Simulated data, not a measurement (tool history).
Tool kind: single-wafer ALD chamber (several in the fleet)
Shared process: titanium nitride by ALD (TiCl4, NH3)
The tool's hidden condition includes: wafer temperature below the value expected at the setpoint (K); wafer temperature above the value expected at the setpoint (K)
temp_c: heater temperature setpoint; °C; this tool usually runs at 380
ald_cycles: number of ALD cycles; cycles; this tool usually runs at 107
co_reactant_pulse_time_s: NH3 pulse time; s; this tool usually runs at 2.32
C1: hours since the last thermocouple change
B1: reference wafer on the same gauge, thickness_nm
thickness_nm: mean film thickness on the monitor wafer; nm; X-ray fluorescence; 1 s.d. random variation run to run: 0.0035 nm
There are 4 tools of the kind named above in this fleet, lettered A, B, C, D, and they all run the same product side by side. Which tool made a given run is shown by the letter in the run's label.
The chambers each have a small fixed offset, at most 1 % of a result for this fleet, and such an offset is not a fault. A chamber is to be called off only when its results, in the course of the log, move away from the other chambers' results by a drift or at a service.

Run 1A, hour 2.4: usual settings; C1 1873.4; B1 1.9803. Result: thickness_nm 2.3240 nm.
Run 2D, hour 5.2: usual settings; C1 3381.6; B1 1.9811. Result: thickness_nm 2.3404 nm.
Run 3B, hour 8.9: usual settings; C1 1288.9; B1 1.9806. Result: thickness_nm 2.3533 nm.
At hour 9.3: chamber D: thermocouple changed; heater temperature recalibrated.
Run 4C, hour 11.4: usual settings; C1 1156.3; B1 1.9819. Result: thickness_nm 2.3317 nm.
Run 5A, hour 13.8: usual settings; C1 1884.8; B1 1.9812. Result: thickness_nm 2.3242 nm.
Run 6D, hour 17.6: usual settings; C1 8.4; B1 1.9821. Result: thickness_nm 2.3474 nm.
Run 7B, hour 19.7: usual settings; C1 1299.7; B1 1.9824. Result: thickness_nm 2.3571 nm.
Run 8C, hour 23.1: usual settings; C1 1168.0; B1 1.9816. Result: thickness_nm 2.3247 nm.
Run 9A, hour 25.4: usual settings; C1 1896.4; B1 1.9826. Result: thickness_nm 2.3341 nm.
Run 10C, hour 28.2: usual settings; C1 1173.1; B1 1.9828. Result: thickness_nm 2.3381 nm.
Run 11D, hour 30.5: usual settings; C1 21.3; B1 1.9836. Result: thickness_nm 2.3383 nm.
Run 12B, hour 32.6: usual settings but temp_c 367 °C; C1 1312.6; B1 1.9835. Result: thickness_nm 2.3182 nm.
Run 13C, hour 34.5: usual settings but temp_c 367 °C; C1 1179.4; B1 1.9836. Result: thickness_nm 2.2935 nm.
Run 14B, hour 37.1: usual settings but temp_c 367 °C; C1 1317.1; B1 1.9837. Result: thickness_nm 2.3164 nm.
Run 15D, hour 40.4: usual settings but temp_c 367 °C; C1 31.2; B1 1.9841. Result: thickness_nm 2.3013 nm.
Run 16A, hour 43.2: usual settings; C1 1914.2; B1 1.9835. Result: thickness_nm 2.3356 nm.
Run 17A, hour 45.8: usual settings; C1 1916.8; B1 1.9849. Result: thickness_nm 2.3325 nm.
Run 18D, hour 49.3: usual settings but temp_c 371 °C, ald_cycles 124 cycles; C1 40.1; B1 1.9850. Result: thickness_nm 2.6908 nm.
Run 19B, hour 53.4: usual settings but temp_c 371 °C, ald_cycles 124 cycles; C1 1333.4; B1 1.9853. Result: thickness_nm 2.7002 nm.
Run 20C, hour 57.2: usual settings but temp_c 371 °C, ald_cycles 124 cycles; C1 1202.1; B1 1.9857. Result: thickness_nm 2.6839 nm.
Run 21B, hour 61.3: usual settings but temp_c 371 °C, ald_cycles 124 cycles; C1 1341.3; B1 1.9864. Result: thickness_nm 2.7118 nm.
Run 22D, hour 64.5: usual settings; C1 55.3; B1 1.9873. Result: thickness_nm 2.3464 nm.
Run 23A, hour 67.6: usual settings; C1 1938.6; B1 1.9867. Result: thickness_nm 2.3332 nm.
Run 24C, hour 70.1: usual settings; C1 1215.0; B1 1.9873. Result: thickness_nm 2.3458 nm.
Run 25C, hour 73.8: usual settings; C1 1218.7; B1 1.9879. Result: thickness_nm 2.3409 nm.
Run 26B, hour 78.2: usual settings but temp_c 375 °C, co_reactant_pulse_time_s 2.78 s; C1 1358.2; B1 1.9881. Result: thickness_nm 2.3730 nm.
Run 27D, hour 81.0: usual settings but temp_c 375 °C, co_reactant_pulse_time_s 2.78 s; C1 71.8; B1 1.9885. Result: thickness_nm 2.3603 nm.
Run 28A, hour 84.1: usual settings but temp_c 375 °C, co_reactant_pulse_time_s 2.78 s; C1 1955.1; B1 1.9891. Result: thickness_nm 2.3499 nm.
Run 29A, hour 88.0: usual settings but temp_c 375 °C, co_reactant_pulse_time_s 2.78 s; C1 1959.0; B1 1.9889. Result: thickness_nm 2.3488 nm.
Run 30D, hour 92.3: usual settings; C1 83.1; B1 1.9902. Result: thickness_nm 2.3516 nm.
Run 31C, hour 96.7: usual settings; C1 1241.6; B1 1.9898. Result: thickness_nm 2.3327 nm.
Run 32B, hour 100.1: usual settings; C1 1380.1; B1 1.9901. Result: thickness_nm 2.3669 nm.
Run 33A, hour 103.7: usual settings; C1 1974.7; B1 1.9908. Result: thickness_nm 2.3337 nm.
Run 34C, hour 107.2: usual settings; C1 1252.1; B1 1.9910. Result: thickness_nm 2.3424 nm.
Run 35D, hour 111.0: usual settings but temp_c 385 °C, ald_cycles 92 cycles; C1 101.8; B1 1.9915. Result: thickness_nm 2.0262 nm.

Next, all 4 chambers run the settings below, one line each with question marks for the results. What does each chamber give?
Run 36A, hour 114.2: usual settings but ald_cycles 125 cycles. Result: thickness_nm ?.
Run 36B, hour 114.2: usual settings but ald_cycles 125 cycles. Result: thickness_nm ?.
Run 36C, hour 114.2: usual settings but ald_cycles 125 cycles. Result: thickness_nm ?.
Run 36D, hour 114.2: usual settings but ald_cycles 125 cycles. Result: thickness_nm ?.

run  thickness_nm
36A        2.7395
36B        2.7634
36C        2.7372
36D        2.7519
